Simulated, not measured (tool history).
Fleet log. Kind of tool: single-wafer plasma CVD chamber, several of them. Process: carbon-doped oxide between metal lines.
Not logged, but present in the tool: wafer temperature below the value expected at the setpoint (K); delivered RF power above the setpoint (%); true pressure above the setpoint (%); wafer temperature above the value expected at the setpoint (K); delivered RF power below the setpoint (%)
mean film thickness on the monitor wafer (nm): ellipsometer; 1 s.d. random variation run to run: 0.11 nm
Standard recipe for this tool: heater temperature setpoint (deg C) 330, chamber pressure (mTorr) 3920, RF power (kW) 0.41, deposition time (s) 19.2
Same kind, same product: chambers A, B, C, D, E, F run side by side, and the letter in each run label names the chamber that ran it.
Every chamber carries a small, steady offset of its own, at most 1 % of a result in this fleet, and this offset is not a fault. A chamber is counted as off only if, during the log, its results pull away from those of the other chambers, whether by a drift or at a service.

run,hour,heater temperature setpoint (deg C),chamber pressure (mTorr),RF power (kW),deposition time (s),hours since the last thermocouple change,hours since the last RF generator calibration,hours since the last manometer calibration,"read-back reference wafer on the same gauge, thickness_nm",mean film thickness on the monitor wafer (nm)
1D,7.8,330,3920,0.41,19.2,1902.2,898.2,2075.4,86.496,89.13
# hour 10.8: chamber B: thermocouple changed; heater temperature recalibrated
2B,16.3,330,3920,0.41,19.2,5.5,725.1,1053.3,86.504,88.975
3C,31.8,330,3920,0.41,19.2,461.5,1296.8,352.2,86.447,87.918
# hour 32: chamber C: RF generator calibrated
# hour 39.9: chamber F: RF generator calibrated
4F,42.9,330,3920,0.41,19.2,3005,3.1,1434.7,86.45,89.29
# hour 46.9: chamber A: capacitance manometer re-zeroed and calibrated
5A,50.7,330,3920,0.41,19.2,1326.2,102.6,3.8,86.447,89.554
6E,65.2,330,3920,0.41,19.2,785.5,565,286.4,86.448,88.125
7A,80.4,330,4650,0.41,19.2,1355.9,132.3,33.5,86.414,91.359
8B,91.6,330,4650,0.41,19.2,80.8,800.4,1128.6,86.457,90.788
9F,101.5,330,4650,0.41,19.2,3063.6,61.7,1493.3,86.394,91.346
10D,115.5,330,4650,0.41,19.2,2009.9,1005.9,2183.1,86.376,91.198
11C,130.7,330,4650,0.41,19.2,560.4,98.8,451.1,86.379,90.104
# hour 143.6: chamber F: thermocouple changed; heater temperature recalibrated
12E,146,330,4650,0.41,19.2,866.3,645.8,367.2,86.389,90.115
13A,161.7,330,3920,0.41,19.2,1437.2,213.6,114.8,86.357,89.409
14D,170.2,330,3920,0.41,17.1,2064.6,1060.6,2237.8,86.355,79.3
15B,178.3,330,3920,0.41,17.1,167.5,887.1,1215.3,86.358,79.037
16C,188.3,330,3920,0.41,17.1,618,156.4,508.7,86.35,78.536
17F,198.3,330,3920,0.41,17.1,54.8,158.5,1590.1,86.342,79.606
18E,211.1,330,3920,0.41,17.1,931.4,710.9,432.3,86.325,78.568
19B,226,330,3920,0.41,17.1,215.2,934.8,1263,86.286,79.253
20A,241.5,330,3920,0.41,19.2,1517,293.4,194.6,86.291,89.582
21C,252.9,330,3920,0.41,19.2,682.6,221,573.3,86.257,88.109
22D,260.9,330,3920,0.41,19.2,2155.3,1151.3,2328.5,86.291,88.917
23F,274.3,330,3920,0.41,19.2,130.8,234.5,1666.1,86.251,89.071
24E,284.5,330,3920,0.41,19.2,1004.8,784.3,505.7,86.252,88.167
# hour 291.6: chamber E: RF generator calibrated
25D,296.6,330,3920,0.41,19.2,2191,1187,2364.2,86.222,88.933
26C,310,330,3920,0.41,19.2,739.7,278.1,630.4,86.253,87.66
27E,322.5,330,3920,0.41,19.2,1042.8,31,543.7,86.207,88
28A,331.4,330,3920,0.465,19.2,1606.9,383.3,284.5,86.215,97.861
29B,344.2,330,3920,0.465,19.2,333.4,1053,1381.2,86.212,96.985
30F,356.5,330,3920,0.465,19.2,213,316.7,1748.3,86.189,97.577
31E,370.5,330,3920,0.465,19.2,1090.8,79,591.7,86.201,96.36
32F,383.1,330,3920,0.465,19.2,239.6,343.3,1774.9,86.16,97.599
# hour 384.6: chamber F: capacitance manometer re-zeroed and calibrated
33B,393.1,330,3920,0.465,19.2,382.3,1101.9,1430.1,86.171,96.957
34C,401.3,330,3920,0.41,19.2,831,369.4,721.7,86.186,87.692
35A,410.8,330,3920,0.41,19.2,1686.3,462.7,363.9,86.173,89.121
36D,421.2,330,3920,0.41,19.2,2315.6,1311.6,2488.8,86.122,88.954
37D,429.7,330,3920,0.41,22.2,2324.1,1320.1,2497.3,86.133,102.39
38E,438.6,330,3920,0.41,22.2,1158.9,147.1,659.8,86.147,101.14
# hour 443: chamber B: RF generator calibrated
39F,453.1,330,3920,0.41,22.2,309.6,413.3,68.5,86.098,102.58
40C,465.8,330,3920,0.41,22.2,895.5,433.9,786.2,86.085,101.02
41A,481.3,330,3920,0.41,22.2,1756.8,533.2,434.4,86.082,102.75
42B,493.4,330,3920,0.41,22.2,482.6,50.5,1530.4,86.082,102.07
43A,505.6,330,3920,0.41,19.2,1781.1,557.5,458.7,86.032,89.207
44E,515.6,330,3920,0.41,19.2,1235.9,224.1,736.8,86.035,87.818

All 6 chambers run these settings next. Forecast each chamber's results:
45A,526.9,330,3920,0.41,19.2,,,,,?
45B,526.9,330,3920,0.41,19.2,,,,,?
45C,526.9,330,3920,0.41,19.2,,,,,?
45D,526.9,330,3920,0.41,19.2,,,,,?
45E,526.9,330,3920,0.41,19.2,,,,,?
45F,526.9,330,3920,0.41,19.2,,,,,?

run,mean film thickness on the monitor wafer (nm)
45A,89.21
45B,88.294
45C,87.592
45D,88.586
45E,87.646
45F,88.812
